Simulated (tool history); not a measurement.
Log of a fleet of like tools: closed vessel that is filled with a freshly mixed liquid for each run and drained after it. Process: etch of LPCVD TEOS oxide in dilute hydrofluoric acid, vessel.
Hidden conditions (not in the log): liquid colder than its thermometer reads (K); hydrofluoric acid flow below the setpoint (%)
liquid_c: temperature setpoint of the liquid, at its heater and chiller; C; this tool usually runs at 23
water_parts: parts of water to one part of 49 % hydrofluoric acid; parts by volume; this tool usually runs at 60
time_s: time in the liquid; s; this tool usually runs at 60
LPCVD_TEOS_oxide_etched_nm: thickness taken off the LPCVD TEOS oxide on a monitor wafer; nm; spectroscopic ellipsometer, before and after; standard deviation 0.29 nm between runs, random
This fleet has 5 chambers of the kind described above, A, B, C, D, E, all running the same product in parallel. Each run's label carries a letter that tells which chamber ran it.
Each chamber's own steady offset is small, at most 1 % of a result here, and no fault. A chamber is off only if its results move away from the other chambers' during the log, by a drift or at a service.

run	hour	liquid_c	water_parts	time_s	hours since the thermometer was replaced	hours since the hydrofluoric acid flow meter was replaced	read-back film thickness of the LPCVD TEOS oxide reference wafer, read on the same gauge (nm)	LPCVD_TEOS_oxide_etched_nm
1D	6.4	23	60	60	152.8	686.7	139.96	30.424
2C	10.5	23	60	60	298	1726.2	139.96	30.212
3E	18.2	23	60	60	1573.8	693.7	140.02	29.929
4A	23.7	23	60	60	1359.4	446.7	140	30.027
5B	28.2	23	60	60	1573.5	257.7	140.03	30.356
6D	35.4	23	60	60	181.8	715.7	139.99	30.318
7B	43.6	23	60	60	1588.9	273.1	140.01	30.165
8C	52.4	23	60	85	339.9	1768.1	139.99	42.857
9A	58.9	23	60	85	1394.6	481.9	140.02	42.809
10E	63.4	23	60	85	1619	738.9	140.02	42.063
11E	67.6	23	60	85	1623.2	743.1	139.97	41.721
12B	74.3	23	60	85	1619.6	303.8	139.98	42.885
13A	80.3	23	60	60	1416	503.3	140.01	29.788
# hour 80.8: chamber E: hydrofluoric acid flow meter replaced
14D	84.6	23	60	60	231	764.9	140.01	30.397
15C	91.1	23	75	60	378.6	1806.8	139.99	23.926
16A	96.5	23	75	60	1432.2	519.5	140.05	23.468
17E	102.9	23	75	60	1658.5	22.1	139.99	23.699
18C	107.8	23	75	60	395.3	1823.5	140.03	23.717
19D	111.9	23	75	60	258.3	792.2	140	23.596
20B	116.4	23	60	60	1661.7	345.9	139.97	29.749
21A	122.3	23	60	60	1458	545.3	140	29.704
22E	128	23	60	60	1683.6	47.2	140.07	30.008
23D	134.9	23	60	60	281.3	815.2	139.98	30.287
24C	138.9	23	60	60	426.4	1854.6	140.03	30.308
25B	144.2	23	60	60	1689.5	373.7	140.02	30.294
26C	152.8	23	60	60	440.3	1868.5	140.03	30.122
27E	157.2	23	60	60	1712.8	76.4	140.03	29.253
28D	165.7	23	60	60	312.1	846	140	29.975
29A	172.3	23	90	60	1508	595.3	139.98	18.48
30B	180.5	23	90	60	1725.8	410	140.01	19.513
31A	186.6	23	90	60	1522.3	609.6	139.99	18.542
32D	195.7	23	90	60	342.1	876	140.05	19.653
33C	203.7	23	90	60	491.2	1919.4	140.03	19.734
34E	210	20	60	30	1765.6	129.2	140.02	13.099
# hour 215.4: chamber B: hydrofluoric acid flow meter replaced
35B	215.5	20	60	30	1760.8	0.2	140.01	13.238
36B	224.6	20	60	30	1769.9	9.3	139.95	13.272
37A	231.3	20	60	30	1567	654.3	140	12.55

Read the log: is a single chamber off, either drifting away or since a service, is the gauge that measures every chamber drifting, or is nothing wrong beyond small per-chamber offsets? Name any odd chamber and what most likely caused it.

It is chamber A that slowly wanders off from its peers.
Likeliest cause: hydrofluoric acid flow below the setpoint (%) = 5.39.
The log may not tell that from: liquid colder than its thermometer reads (K).

Here are 4 candidates for chamber A's next run, each the usual settings with a change, their results left as question marks. Which one brings its results back in line with what the others give on the usual settings?
A result is in line if it is within this distance of the other chambers' mean on the usual settings: LPCVD_TEOS_oxide_etched_nm 1 nm
38A-1	237.9	21.5	60	60				?
38A-2	237.9	24.5	60	60				?
38A-3	237.9	23.5	55	60				?
38A-4	237.9	22.5	60	55				?

Average result of the remaining chambers running the usual settings: LPCVD_TEOS_oxide_etched_nm 30.221 nm
run	LPCVD_TEOS_oxide_etched_nm
38A-1	26.775
38A-2	30.285
38A-3	31.969
38A-4	25.581
The answer is 38A-2, which returns the chamber to within the allowed miss of the others.
